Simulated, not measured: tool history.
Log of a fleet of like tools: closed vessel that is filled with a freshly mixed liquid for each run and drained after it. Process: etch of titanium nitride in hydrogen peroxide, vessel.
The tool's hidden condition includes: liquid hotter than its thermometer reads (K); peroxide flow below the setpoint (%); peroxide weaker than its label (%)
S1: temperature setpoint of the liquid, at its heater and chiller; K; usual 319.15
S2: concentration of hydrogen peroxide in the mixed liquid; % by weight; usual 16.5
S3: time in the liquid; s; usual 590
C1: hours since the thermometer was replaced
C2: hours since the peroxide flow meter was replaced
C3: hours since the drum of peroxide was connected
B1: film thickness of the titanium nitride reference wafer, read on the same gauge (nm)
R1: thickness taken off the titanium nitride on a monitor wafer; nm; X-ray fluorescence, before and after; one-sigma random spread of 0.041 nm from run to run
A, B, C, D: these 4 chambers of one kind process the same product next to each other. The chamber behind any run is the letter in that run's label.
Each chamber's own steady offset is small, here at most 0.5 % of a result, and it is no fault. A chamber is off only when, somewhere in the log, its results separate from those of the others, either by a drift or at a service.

{"run": "1D", "day": 0.404, "S1": 319.15, "S2": 16.5, "S3": 590, "C1": 915.7, "C2": 969.5, "C3": 1441.4, "B1": 50.007, "R1": 10.591}
{"run": "2A", "day": 0.762, "S1": 319.15, "S2": 16.5, "S3": 590, "C1": 390.6, "C2": 1148.3, "C3": 283, "B1": 50.017, "R1": 10.516}
{"run": "3B", "day": 1.004, "S1": 319.15, "S2": 16.5, "S3": 590, "C1": 1290, "C2": 1848.9, "C3": 959.3, "B1": 50.019, "R1": 10.545}
{"run": "4C", "day": 1.288, "S1": 319.15, "S2": 16.5, "S3": 590, "C1": 429.6, "C2": 70.8, "C3": 126.1, "B1": 49.987, "R1": 10.578}
{"run": "5C", "day": 1.588, "S1": 319.15, "S2": 16.5, "S3": 590, "C1": 436.8, "C2": 78, "C3": 133.3, "B1": 50.003, "R1": 10.547}
{"run": "6B", "day": 1.808, "S1": 311.65, "S2": 16.5, "S3": 590, "C1": 1309.3, "C2": 1868.2, "C3": 978.6, "B1": 49.997, "R1": 5.8693}
{"run": "7D", "day": 2.104, "S1": 311.65, "S2": 16.5, "S3": 590, "C1": 956.5, "C2": 1010.3, "C3": 1482.2, "B1": 49.973, "R1": 5.9123}
{"run": "8A", "day": 2.329, "S1": 311.65, "S2": 16.5, "S3": 590, "C1": 428.2, "C2": 1185.9, "C3": 320.6, "B1": 50.012, "R1": 6.0496}
{"run": "9A", "day": 2.712, "S1": 311.65, "S2": 16.5, "S3": 590, "C1": 437.4, "C2": 1195.1, "C3": 329.8, "B1": 49.999, "R1": 6.0224}
{"run": "10C", "day": 3.125, "S1": 319.15, "S2": 16.5, "S3": 590, "C1": 473.7, "C2": 114.9, "C3": 170.2, "B1": 50.006, "R1": 10.555}
{"day": 3.229, "done": "chamber D: peroxide flow meter replaced"}
{"run": "11D", "day": 3.429, "S1": 319.15, "S2": 12, "S3": 590, "C1": 988.3, "C2": 4.9, "C3": 1514, "B1": 50.009, "R1": 9.802}
{"run": "12B", "day": 3.871, "S1": 319.15, "S2": 12, "S3": 590, "C1": 1358.8, "C2": 1917.7, "C3": 1028.1, "B1": 49.997, "R1": 9.82}
{"run": "13C", "day": 4.079, "S1": 319.15, "S2": 12, "S3": 590, "C1": 496.6, "C2": 137.8, "C3": 193.1, "B1": 49.991, "R1": 9.7825}
{"run": "14A", "day": 4.458, "S1": 319.15, "S2": 12, "S3": 590, "C1": 479.3, "C2": 1237, "C3": 371.7, "B1": 49.988, "R1": 10.049}
{"run": "15D", "day": 4.829, "S1": 319.15, "S2": 16.5, "S3": 590, "C1": 1021.9, "C2": 38.5, "C3": 1547.6, "B1": 50.006, "R1": 10.483}
{"run": "16B", "day": 5.238, "S1": 319.15, "S2": 14.5, "S3": 250, "C1": 1391.6, "C2": 1950.5, "C3": 1060.9, "B1": 49.977, "R1": 4.358}
{"run": "17D", "day": 5.608, "S1": 319.15, "S2": 14.5, "S3": 250, "C1": 1040.6, "C2": 57.2, "C3": 1566.3, "B1": 50.002, "R1": 4.3208}
{"run": "18A", "day": 5.983, "S1": 319.15, "S2": 14.5, "S3": 250, "C1": 515.9, "C2": 1273.6, "C3": 408.3, "B1": 49.997, "R1": 4.4011}
{"run": "19B", "day": 6.179, "S1": 319.15, "S2": 14.5, "S3": 250, "C1": 1414.2, "C2": 1973.1, "C3": 1083.5, "B1": 49.994, "R1": 4.3521}
{"run": "20C", "day": 6.617, "S1": 319.15, "S2": 16.5, "S3": 590, "C1": 557.5, "C2": 198.7, "C3": 254, "B1": 49.998, "R1": 10.482}
{"run": "21C", "day": 6.967, "S1": 323.65, "S2": 16.5, "S3": 935, "C1": 565.9, "C2": 207.1, "C3": 262.4, "B1": 50.007, "R1": 23.236}
{"run": "22D", "day": 7.179, "S1": 323.65, "S2": 16.5, "S3": 935, "C1": 1078.3, "C2": 94.9, "C3": 1604, "B1": 49.996, "R1": 22.898}
{"run": "23B", "day": 7.475, "S1": 323.65, "S2": 16.5, "S3": 935, "C1": 1445.3, "C2": 2004.2, "C3": 1114.6, "B1": 49.993, "R1": 23.232}
{"run": "24A", "day": 7.896, "S1": 323.65, "S2": 16.5, "S3": 935, "C1": 561.8, "C2": 1319.5, "C3": 454.2, "B1": 49.998, "R1": 23.833}
{"run": "25C", "day": 8.288, "S1": 319.15, "S2": 16.5, "S3": 590, "C1": 597.6, "C2": 238.8, "C3": 294.1, "B1": 49.985, "R1": 10.593}
{"run": "26D", "day": 8.592, "S1": 319.15, "S2": 16.5, "S3": 590, "C1": 1112.2, "C2": 128.8, "C3": 1637.9, "B1": 50.008, "R1": 10.503}
{"run": "27A", "day": 8.979, "S1": 319.15, "S2": 16.5, "S3": 590, "C1": 587.8, "C2": 1345.5, "C3": 480.2, "B1": 49.997, "R1": 10.88}
{"day": 9.296, "done": "chamber D: new drum of peroxide connected"}
{"run": "28B", "day": 9.375, "S1": 319.15, "S2": 16.5, "S3": 590, "C1": 1490.9, "C2": 2049.8, "C3": 1160.2, "B1": 49.989, "R1": 10.424}
{"run": "29B", "day": 9.788, "S1": 325.65, "S2": 18.5, "S3": 590, "C1": 1500.8, "C2": 2059.7, "C3": 1170.1, "B1": 50.01, "R1": 17.307}
{"run": "30C", "day": 10.033, "S1": 325.65, "S2": 18.5, "S3": 590, "C1": 639.5, "C2": 280.7, "C3": 336, "B1": 49.998, "R1": 17.089}
{"run": "31A", "day": 10.454, "S1": 325.65, "S2": 18.5, "S3": 590, "C1": 623.2, "C2": 1380.9, "C3": 515.6, "B1": 50.018, "R1": 17.928}
{"run": "32D", "day": 10.85, "S1": 325.65, "S2": 18.5, "S3": 590, "C1": 1166.4, "C2": 183, "C3": 37.3, "B1": 49.996, "R1": 17.38}
{"run": "33A", "day": 11.271, "S1": 323.65, "S2": 16.5, "S3": 940, "C1": 642.8, "C2": 1400.5, "C3": 535.2, "B1": 49.997, "R1": 24.147}

All 4 chambers run these settings next. Forecast each chamber's results:
{"run": "34A", "day": 11.596, "S1": 319.15, "S2": 16.5, "S3": 915, "R1": "?"}
{"run": "34B", "day": 11.596, "S1": 319.15, "S2": 16.5, "S3": 915, "R1": "?"}
{"run": "34C", "day": 11.596, "S1": 319.15, "S2": 16.5, "S3": 915, "R1": "?"}
{"run": "34D", "day": 11.596, "S1": 319.15, "S2": 16.5, "S3": 915, "R1": "?"}

run=34A R1=17.156
run=34B R1=16.304
run=34C R1=16.411
run=34D R1=16.41

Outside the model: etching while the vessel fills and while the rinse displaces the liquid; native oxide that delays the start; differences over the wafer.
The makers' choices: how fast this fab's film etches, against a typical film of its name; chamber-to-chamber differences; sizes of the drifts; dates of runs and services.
